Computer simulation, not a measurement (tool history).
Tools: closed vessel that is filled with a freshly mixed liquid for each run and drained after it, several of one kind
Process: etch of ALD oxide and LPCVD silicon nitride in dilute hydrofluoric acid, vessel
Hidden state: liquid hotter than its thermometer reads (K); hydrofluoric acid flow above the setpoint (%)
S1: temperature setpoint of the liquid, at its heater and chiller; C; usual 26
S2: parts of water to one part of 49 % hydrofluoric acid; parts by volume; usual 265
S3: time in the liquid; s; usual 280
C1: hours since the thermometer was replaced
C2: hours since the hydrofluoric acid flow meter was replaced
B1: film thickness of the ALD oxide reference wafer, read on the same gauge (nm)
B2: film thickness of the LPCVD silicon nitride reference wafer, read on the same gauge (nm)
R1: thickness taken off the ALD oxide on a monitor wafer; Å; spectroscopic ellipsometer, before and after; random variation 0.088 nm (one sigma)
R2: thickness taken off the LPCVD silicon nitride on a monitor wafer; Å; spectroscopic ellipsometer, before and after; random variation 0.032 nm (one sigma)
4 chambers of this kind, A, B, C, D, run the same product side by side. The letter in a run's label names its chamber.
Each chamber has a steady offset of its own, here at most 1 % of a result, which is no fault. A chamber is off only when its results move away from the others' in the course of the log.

| run | hour | S1 | S2 | S3 | C1 | C2 | B1 | B2 | R1 | R2 |
|---|---|---|---|---|---|---|---|---|---|---|
| 1D | 15.4 | 26 | 265 | 280 | 283.8 | 1136.7 | 119.99 | 129.99 | 119.78 | 6.3197 |
| 2B | 29.8 | 26 | 265 | 280 | 134.4 | 738.8 | 120 | 130 | 119.03 | 6.032 |
| 3A | 42.1 | 26 | 265 | 280 | 687.2 | 1025 | 120.05 | 130.03 | 120.14 | 5.4472 |
| 4C | 54.5 | 26 | 265 | 280 | 1914.5 | 56.6 | 120.02 | 129.99 | 119.68 | 6.0149 |
| 5C | 62.6 | 26 | 265 | 280 | 1922.6 | 64.7 | 120.01 | 129.99 | 122.04 | 5.5864 |
| 6B | 73.8 | 26 | 265 | 280 | 178.4 | 782.8 | 119.98 | 130 | 119.55 | 6.1659 |
| 7D | 87.1 | 26 | 265 | 280 | 355.5 | 1208.4 | 119.97 | 130 | 120.66 | 5.4954 |
| 8A | 101.7 | 28.5 | 265 | 280 | 746.8 | 1084.6 | 120.02 | 129.97 | 132.01 | 6.6514 |
| 9B | 113.1 | 28.5 | 265 | 280 | 217.7 | 822.1 | 120.03 | 129.97 | 129.5 | 6.6555 |
| 10D | 124.1 | 28.5 | 265 | 280 | 392.5 | 1245.4 | 120 | 130.01 | 131.41 | 6.7915 |
| 11A | 136.2 | 28.5 | 265 | 280 | 781.3 | 1119.1 | 119.99 | 130 | 131.23 | 6.5238 |
| 12C | 145.3 | 26 | 265 | 280 | 2005.3 | 147.4 | 119.97 | 129.97 | 121.99 | 6.1148 |
| 13A | 153.3 | 26 | 265 | 280 | 798.4 | 1136.2 | 120.03 | 129.97 | 122.37 | 5.5932 |
| 14C | 167.8 | 26 | 265 | 280 | 2027.8 | 169.9 | 119.98 | 130 | 119.72 | 5.6523 |
| 15D | 174.9 | 26 | 265 | 280 | 443.3 | 1296.2 | 119.98 | 129.99 | 119.61 | 5.7781 |
| 16B | 188.6 | 28 | 160 | 280 | 293.2 | 897.6 | 119.96 | 129.99 | 238.02 | 10.133 |
| 17A | 195.9 | 28 | 160 | 280 | 841 | 1178.8 | 119.98 | 129.96 | 243.72 | 10.704 |
| 18C | 206.1 | 28 | 160 | 280 | 2066.1 | 208.2 | 120 | 129.99 | 239.92 | 12.107 |
| 19D | 221.1 | 28 | 160 | 280 | 489.5 | 1342.4 | 120.03 | 130.03 | 235.59 | 12.015 |
| 20B | 233 | 24 | 345 | 280 | 337.6 | 942 | 120 | 130.02 | 80.262 | 4.1088 |
| 21B | 241.1 | 24 | 345 | 280 | 345.7 | 950.1 | 120 | 130.02 | 80.311 | 4.2326 |
| 22A | 252.2 | 24 | 345 | 280 | 897.3 | 1235.1 | 120.02 | 129.99 | 84.295 | 4.2104 |
| 23C | 267.2 | 24 | 345 | 280 | 2127.2 | 269.3 | 119.97 | 129.99 | 80.134 | 3.978 |
| 24D | 275.8 | 26 | 265 | 280 | 544.2 | 1397.1 | 119.98 | 129.97 | 121.48 | 5.6316 |
| 25A | 287.4 | 26 | 265 | 280 | 932.5 | 1270.3 | 120.04 | 130 | 129.56 | 6.3041 |
| 26C | 297 | 26 | 265 | 280 | 2157 | 299.1 | 120.04 | 130.01 | 120.61 | 6.1532 |

All 4 chambers run these settings next. Forecast each chamber's results:
| 27A | 308.5 | 26 | 265 | 280 |  |  |  |  | ? | ? |
| 27B | 308.5 | 26 | 265 | 280 |  |  |  |  | ? | ? |
| 27C | 308.5 | 26 | 265 | 280 |  |  |  |  | ? | ? |
| 27D | 308.5 | 26 | 265 | 280 |  |  |  |  | ? | ? |

| run | R1 | R2 |
|---|---|---|
| 27A | 128.78 | 6.5891 |
| 27B | 120.78 | 6.0626 |
| 27C | 121.2 | 5.7152 |
| 27D | 120.04 | 5.5447 |

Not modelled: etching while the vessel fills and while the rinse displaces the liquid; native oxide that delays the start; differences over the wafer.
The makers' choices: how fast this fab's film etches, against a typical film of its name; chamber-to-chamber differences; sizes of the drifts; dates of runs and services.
